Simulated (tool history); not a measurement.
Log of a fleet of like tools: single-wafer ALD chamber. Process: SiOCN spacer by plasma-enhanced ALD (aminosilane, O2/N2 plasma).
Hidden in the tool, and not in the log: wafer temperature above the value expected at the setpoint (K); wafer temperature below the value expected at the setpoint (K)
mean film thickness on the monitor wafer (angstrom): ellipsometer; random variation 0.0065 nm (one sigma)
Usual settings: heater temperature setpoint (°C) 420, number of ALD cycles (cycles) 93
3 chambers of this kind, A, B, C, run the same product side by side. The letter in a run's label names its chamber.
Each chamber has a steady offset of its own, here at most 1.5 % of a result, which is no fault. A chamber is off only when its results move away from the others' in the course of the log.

run,hour,heater temperature setpoint (°C),number of ALD cycles (cycles),hours since the last thermocouple change,"read-back reference wafer on the same gauge, thickness_nm",mean film thickness on the monitor wafer (angstrom)
1B,9.8,420,93,394.9,4.9015,52.726
2A,22.9,420,93,3041.9,4.9007,52.148
3C,34.1,420,93,1821.6,4.9006,52.922
# hour 42.2: chamber A: thermocouple changed; heater temperature recalibrated
4A,44.4,420,93,2.2,4.904,52.325
5C,51.2,420,93,1838.7,4.9042,52.943
6B,60.9,420,93,446,4.9028,52.932
7B,74.6,420,93,459.7,4.9041,52.756
8C,86.3,420,104,1873.8,4.9053,59.204
9A,96,420,104,53.8,4.9046,58.42
10B,106.2,420,104,491.3,4.906,59.035
11C,118,420,93,1905.5,4.9076,53.094
12A,132.9,420,93,90.7,4.9075,52.144
13C,141.8,420,93,1929.3,4.908,53.065
14B,155.7,433,101,540.8,4.9081,54.944
15A,170.3,433,101,128.1,4.9087,54.511
16B,183.7,433,101,568.8,4.9092,55.134
17C,198.4,420,93,1985.9,4.9106,53.065
18A,205.3,420,80,163.1,4.9104,44.98
19B,212.4,420,80,597.5,4.9107,45.493
20A,222.6,420,80,180.4,4.9133,44.975
21C,236.4,420,93,2023.9,4.9118,53.03
22C,249.2,420,93,2036.7,4.9136,53.025
23A,256.3,420,93,214.1,4.9137,52.312
24B,270.4,420,93,655.5,4.9157,52.95
25B,283.1,420,93,668.2,4.9152,53.048
26A,294.4,412,105,252.2,4.916,60.577
27C,306.4,412,105,2093.9,4.9162,61.536
28B,319.8,412,105,704.9,4.9186,61.331
29A,328.2,420,93,286,4.9181,52.39
30C,342.6,420,93,2130.1,4.9181,53.185
31A,349.1,420,93,306.9,4.9182,52.262
32C,361,420,93,2148.5,4.92,53.194
33B,369.1,406,80,754.2,4.9209,47.635
34C,377,406,80,2164.5,4.9206,47.789
35B,384.7,406,80,769.8,4.9199,47.678
36A,398,420,93,355.8,4.9214,52.446
37B,411.8,420,93,796.9,4.9216,52.983
38A,425.8,420,87,383.6,4.9243,49.058
39C,437.9,420,87,2225.4,4.9238,49.744
40B,446.2,420,87,831.3,4.9255,49.548

Is one chamber off against the others, does the gauge drift, or is nothing wrong? If a chamber is off, say which, and what the likeliest cause is.

The gauge drifts, so all chambers seem to drift together. No chamber is off.
Cause: gauge reads high (%) = 0.507.

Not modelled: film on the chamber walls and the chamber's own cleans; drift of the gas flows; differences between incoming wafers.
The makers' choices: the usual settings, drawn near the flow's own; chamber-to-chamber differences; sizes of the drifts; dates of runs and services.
